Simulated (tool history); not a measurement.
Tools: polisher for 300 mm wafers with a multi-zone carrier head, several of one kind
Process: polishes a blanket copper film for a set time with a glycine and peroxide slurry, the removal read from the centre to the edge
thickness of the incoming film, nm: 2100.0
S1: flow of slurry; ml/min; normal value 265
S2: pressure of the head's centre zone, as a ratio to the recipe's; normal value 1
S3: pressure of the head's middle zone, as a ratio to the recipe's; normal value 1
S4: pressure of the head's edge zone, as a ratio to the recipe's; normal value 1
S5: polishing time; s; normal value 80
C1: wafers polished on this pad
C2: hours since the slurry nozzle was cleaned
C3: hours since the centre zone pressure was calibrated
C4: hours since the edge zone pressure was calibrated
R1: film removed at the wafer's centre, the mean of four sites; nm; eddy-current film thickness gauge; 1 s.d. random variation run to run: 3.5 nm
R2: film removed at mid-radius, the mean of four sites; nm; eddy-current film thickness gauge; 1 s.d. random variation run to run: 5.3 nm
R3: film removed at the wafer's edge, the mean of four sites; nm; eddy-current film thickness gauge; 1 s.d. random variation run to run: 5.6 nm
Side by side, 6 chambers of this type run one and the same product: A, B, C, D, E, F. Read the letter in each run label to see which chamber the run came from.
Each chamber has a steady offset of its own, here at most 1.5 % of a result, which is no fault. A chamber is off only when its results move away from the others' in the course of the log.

run,hour,S1,S2,S3,S4,S5,C1,C2,C3,C4,R1,R2,R3
1B,5.9,265,1,1,1,80,1013,205.9,1179.9,1015.8,380.59,384.34,375.68
2A,13.7,265,1,1,1,80,426,195.6,116.7,130,392.19,387.36,378.97
# hour 18.9: chamber B: worn pad replaced by a new one
3C,23.4,265,1,1,1,80,399,329.9,1029.6,442.8,388.26,386.96,377.06
4E,33.9,265,1,1,1,80,1334,540.7,178.6,136,380.81,392.25,387.99
5D,42.6,265,1,1,1,80,452,370.9,254,763.1,380.26,377.85,382.6
6F,48.1,265,1,1,1,80,892,515.2,150.6,254.1,381.76,385.13,372.38
7E,53.6,265,1,1,1,80,1473,560.4,198.3,155.7,388.21,382.82,386.58
# hour 56.2: chamber E: worn pad replaced by a new one
8C,60.7,265,1,1,1,80,662,367.2,1066.9,480.1,385.03,388.93,386.43
9A,70.1,265,1,1,1,80,824,252,173.1,186.4,383.86,392.39,390.65
# hour 73.3: chamber D: centre zone pressure recalibrated
# hour 78.3: chamber F: worn pad replaced by a new one
10D,78.3,265,1,0.9,1,80,704,406.6,5.1,798.8,387.52,344.63,382.23
# hour 79.4: chamber A: worn pad replaced by a new one
11B,86.5,265,1,0.9,1,80,477,286.5,1260.5,1096.4,387.3,344.91,385.48
12F,91.3,265,1,0.9,1,80,91,558.4,193.8,297.3,380,345.4,374.35
13D,96.9,265,1,0.9,1,80,835,425.2,23.7,817.4,383.25,349.97,374.35
# hour 101.7: chamber B: edge zone pressure recalibrated
14A,106.1,265,1,0.9,1,80,189,288,209.1,222.4,391.27,347.28,385.64
15E,116.7,265,1,0.9,1,80,427,623.5,261.4,218.8,380.85,352.96,383.02
16B,124.7,265,1,1,1,80,747,324.7,1298.7,23.1,380.54,380.15,386.7
# hour 127.2: chamber D: worn pad replaced by a new one
17C,133.7,265,1,1,1,80,1178,440.2,1139.9,553.1,389.71,375.5,379.74
18F,141.8,265,1,1,1,80,448,608.9,244.3,347.8,376.96,379.79,381.04
19C,150.4,265,1,1,1,80,1296,456.9,1156.6,569.8,381.07,378.54,376.17
20E,159.8,265,1,1,1,80,731,666.6,304.5,261.9,380.91,387.06,384.51
# hour 165: chamber C: worn pad replaced by a new one
21A,166.8,265,1,0.91,1,80,617,348.7,269.8,283.1,385.1,351.5,384.95
# hour 172: chamber D: edge zone pressure recalibrated
22D,172.7,265,1,0.91,1,80,321,501,99.5,0.7,378.85,346.06,382.63
# hour 177.4: chamber F: slurry nozzle cleaned
23F,183.1,265,1,0.91,1,80,739,5.7,285.6,389.1,379.23,353.02,373.57
24B,188.8,265,1,0.91,1,80,1199,388.8,1362.8,87.2,382.54,337.86,387.46
# hour 190.7: chamber A: worn pad replaced by a new one
# hour 191.6: chamber B: worn pad replaced by a new one
25A,197.5,265,1,0.91,1,80,48,379.4,300.5,313.8,380.37,349.62,380.23
26B,207.2,265,1,0.91,1,80,110,407.2,1381.2,105.6,376.02,345.67,378.1
27C,216.5,265,1,1,1,80,363,523,1222.7,635.9,381.74,372.31,378.91
28D,223.1,265,1,1.05,1,67,677,551.4,149.9,51.1,319.47,335.67,317.83
29E,228.8,265,1,1.05,1,67,1218,735.6,373.5,330.9,318.56,338.67,320.15
# hour 232.8: chamber F: worn pad replaced by a new one
30F,237.3,265,1,1.05,1,67,31,59.9,339.8,443.3,319.61,343.61,319.03
31D,243.3,265,1,1.05,1,67,819,571.6,170.1,71.3,319.13,327.08,313.12
32E,253.8,265,1,1.05,1,67,1395,760.6,398.5,355.9,318.96,331.72,322.88
33F,263.1,265,1,1.05,1,67,213,85.7,365.6,469.1,314.49,331.05,322.35
# hour 266.4: chamber E: worn pad replaced by a new one
# hour 272.4: chamber C: edge zone pressure recalibrated
34C,272.8,265,0.89,1,1,80,760,579.3,1279,0.4,337.82,388.4,370.56
# hour 276.7: chamber D: worn pad replaced by a new one
35B,280.8,265,0.89,1,1,80,629,480.8,1454.8,179.2,327.66,372.02,381.07
36A,288.6,265,0.89,1,1,80,691,470.5,391.6,404.9,334.39,383.81,388.34
# hour 290.8: chamber A: edge zone pressure recalibrated
# hour 293: chamber C: centre zone pressure recalibrated
37B,299.2,265,0.89,1,1,80,759,499.2,1473.2,197.6,315.8,376.96,373.86
38D,309,265,0.89,1,1,80,228,637.3,235.8,137,335.07,379.09,379.02
39E,317.1,265,0.89,1,1,80,358,823.9,461.8,419.2,338.46,387.66,386.15
40F,322,265,1,1,1,107,629,144.6,424.5,528,507.01,508.66,503.04
# hour 326.8: chamber A: worn pad replaced by a new one
41C,327,265,1,1,1,107,1143,633.5,34,54.6,509.76,509.83,507.01
42A,336.5,265,1,1,1,107,68,518.4,439.5,45.8,521.28,518.06,516.44
43D,341.5,265,1,1,1,107,457,669.8,268.3,169.5,515.7,514.54,524.09

Which is it: a chamber that has drifted or been left off by a service, a gauge drift common to all chambers, or only each chamber's usual small offset? If a chamber is off, name it and its likeliest cause.

Chamber B drifts away from the others.
What lies behind it: slurry flow missing at the pad, % = 31.8.

Which of the 4 candidates below, each the usual settings with something changed and its results left as question marks, puts chamber B back in line with what the other chambers give on the usual settings?
Maximum distance from the other chambers' mean on the usual settings for a result to count as in line: R1 12 nm; R2 19 nm; R3 20 nm
44B-1,349.1,270,1.01,1.02,0.99,83,,,,,?,?,?
44B-2,349.1,275,1.03,1.03,0.97,86,,,,,?,?,?
44B-3,349.1,260,0.99,0.98,1.01,77,,,,,?,?,?
44B-4,349.1,255,0.97,0.97,1.03,74,,,,,?,?,?

The other chambers' mean on the usual settings: R1 381.82 nm; R2 383.11 nm; R3 381.2 nm
run,R1,R2,R3
44B-1,380.6,384.06,383.18
44B-2,404.27,402.59,393.58
44B-3,342.96,341.6,357.86
44B-4,321.08,324.26,346.76
44B-1 puts the chamber back in line with the other chambers.
